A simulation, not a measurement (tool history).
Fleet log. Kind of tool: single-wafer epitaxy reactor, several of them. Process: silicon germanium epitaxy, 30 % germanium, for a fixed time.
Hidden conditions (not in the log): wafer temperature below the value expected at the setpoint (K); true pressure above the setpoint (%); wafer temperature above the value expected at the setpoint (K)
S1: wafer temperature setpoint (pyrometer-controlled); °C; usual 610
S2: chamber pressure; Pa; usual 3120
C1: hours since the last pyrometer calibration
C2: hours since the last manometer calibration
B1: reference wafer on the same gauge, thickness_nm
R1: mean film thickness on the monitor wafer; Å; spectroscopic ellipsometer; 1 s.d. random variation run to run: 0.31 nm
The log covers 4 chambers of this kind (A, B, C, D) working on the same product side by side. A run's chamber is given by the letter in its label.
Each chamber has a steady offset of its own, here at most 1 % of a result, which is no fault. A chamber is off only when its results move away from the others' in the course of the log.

| run | hour | S1 | S2 | C1 | C2 | B1 | R1 |
|---|---|---|---|---|---|---|---|
| 1A | 7.2 | 610 | 3120 | 2841.7 | 215.7 | 66.324 | 746.88 |
| 2D | 14.0 | 610 | 3120 | 902.0 | 520.4 | 66.356 | 752.68 |
| 3C | 21.8 | 610 | 3120 | 1742.4 | 382.5 | 66.287 | 750.89 |
| 4B | 28.6 | 610 | 3120 | 272.8 | 856.0 | 66.265 | 752.85 |
| 5D | 37.6 | 610 | 3120 | 925.6 | 544.0 | 66.265 | 763.89 |
| 6C | 42.6 | 610 | 3120 | 1763.2 | 403.3 | 66.286 | 757.51 |
| 7A | 52.0 | 610 | 3120 | 2886.5 | 260.5 | 66.227 | 750.74 |
| 8B | 57.3 | 610 | 3120 | 301.5 | 884.7 | 66.322 | 753.32 |
| 9D | 61.4 | 598 | 3120 | 949.4 | 567.8 | 66.346 | 607.55 |
| 10B | 66.3 | 598 | 3120 | 310.5 | 893.7 | 66.308 | 605.36 |
| 11C | 73.7 | 598 | 3120 | 1794.3 | 434.4 | 66.356 | 609.07 |
| 12A | 81.7 | 598 | 3120 | 2916.2 | 290.2 | 66.213 | 603.27 |
| 13D | 86.0 | 610 | 3120 | 974.0 | 592.4 | 66.253 | 754.62 |
| 14C | 93.3 | 610 | 3120 | 1813.9 | 454.0 | 66.289 | 756.64 |
| 15A | 101.8 | 605 | 3613 | 2936.3 | 310.3 | 66.344 | 724.26 |
| 16B | 109.9 | 605 | 3613 | 354.1 | 937.3 | 66.250 | 735.50 |
| 17C | 118.5 | 605 | 3613 | 1839.1 | 479.2 | 66.270 | 734.54 |
| 18B | 124.2 | 605 | 3613 | 368.4 | 951.6 | 66.376 | 726.91 |
| 19A | 130.6 | 610 | 3120 | 2965.1 | 339.1 | 66.291 | 747.64 |
| 20D | 137.6 | 616 | 3120 | 1025.6 | 644.0 | 66.345 | 847.83 |
| 21C | 143.3 | 616 | 3120 | 1863.9 | 504.0 | 66.367 | 840.64 |
| 22B | 150.0 | 616 | 3120 | 394.2 | 977.4 | 66.297 | 833.50 |
| 23D | 157.5 | 616 | 3120 | 1045.5 | 663.9 | 66.337 | 835.92 |
| 24A | 163.2 | 610 | 3120 | 2997.7 | 371.7 | 66.260 | 751.64 |
| 25B | 171.2 | 610 | 3120 | 415.4 | 998.6 | 66.371 | 756.32 |
| 26D | 177.2 | 615 | 3120 | 1065.2 | 683.6 | 66.298 | 827.78 |
|  | 183.5 | chamber C: pyrometer calibrated |
| 27A | 184.0 | 615 | 3120 | 3018.5 | 392.5 | 66.209 | 814.51 |
| 28C | 192.2 | 615 | 3120 | 8.8 | 552.9 | 66.346 | 818.40 |
| 29C | 200.2 | 615 | 3120 | 16.8 | 560.9 | 66.279 | 816.87 |
| 30B | 204.9 | 610 | 3120 | 449.1 | 1032.3 | 66.314 | 744.24 |
| 31D | 211.5 | 610 | 3120 | 1099.5 | 717.9 | 66.306 | 759.21 |
| 32A | 218.1 | 610 | 3120 | 3052.6 | 426.6 | 66.297 | 749.30 |
| 33D | 224.6 | 610 | 3120 | 1112.6 | 731.0 | 66.261 | 758.90 |
| 34C | 232.4 | 610 | 3120 | 49.0 | 593.1 | 66.300 | 757.56 |
| 35B | 238.7 | 610 | 3120 | 482.9 | 1066.1 | 66.280 | 748.30 |
| 36A | 248.1 | 610 | 3120 | 3082.6 | 456.6 | 66.269 | 751.72 |
| 37B | 253.8 | 618 | 3733 | 498.0 | 1081.2 | 66.296 | 921.98 |
| 38C | 260.0 | 618 | 3733 | 76.6 | 620.7 | 66.281 | 931.72 |

Read the log: is a single chamber off, either drifting away or since a service, is the gauge that measures every chamber drifting, or is nothing wrong beyond small per-chamber offsets? Name any odd chamber and what most likely caused it.

All chambers stay in line apart from their small fixed offsets, and the gauge does not drift.
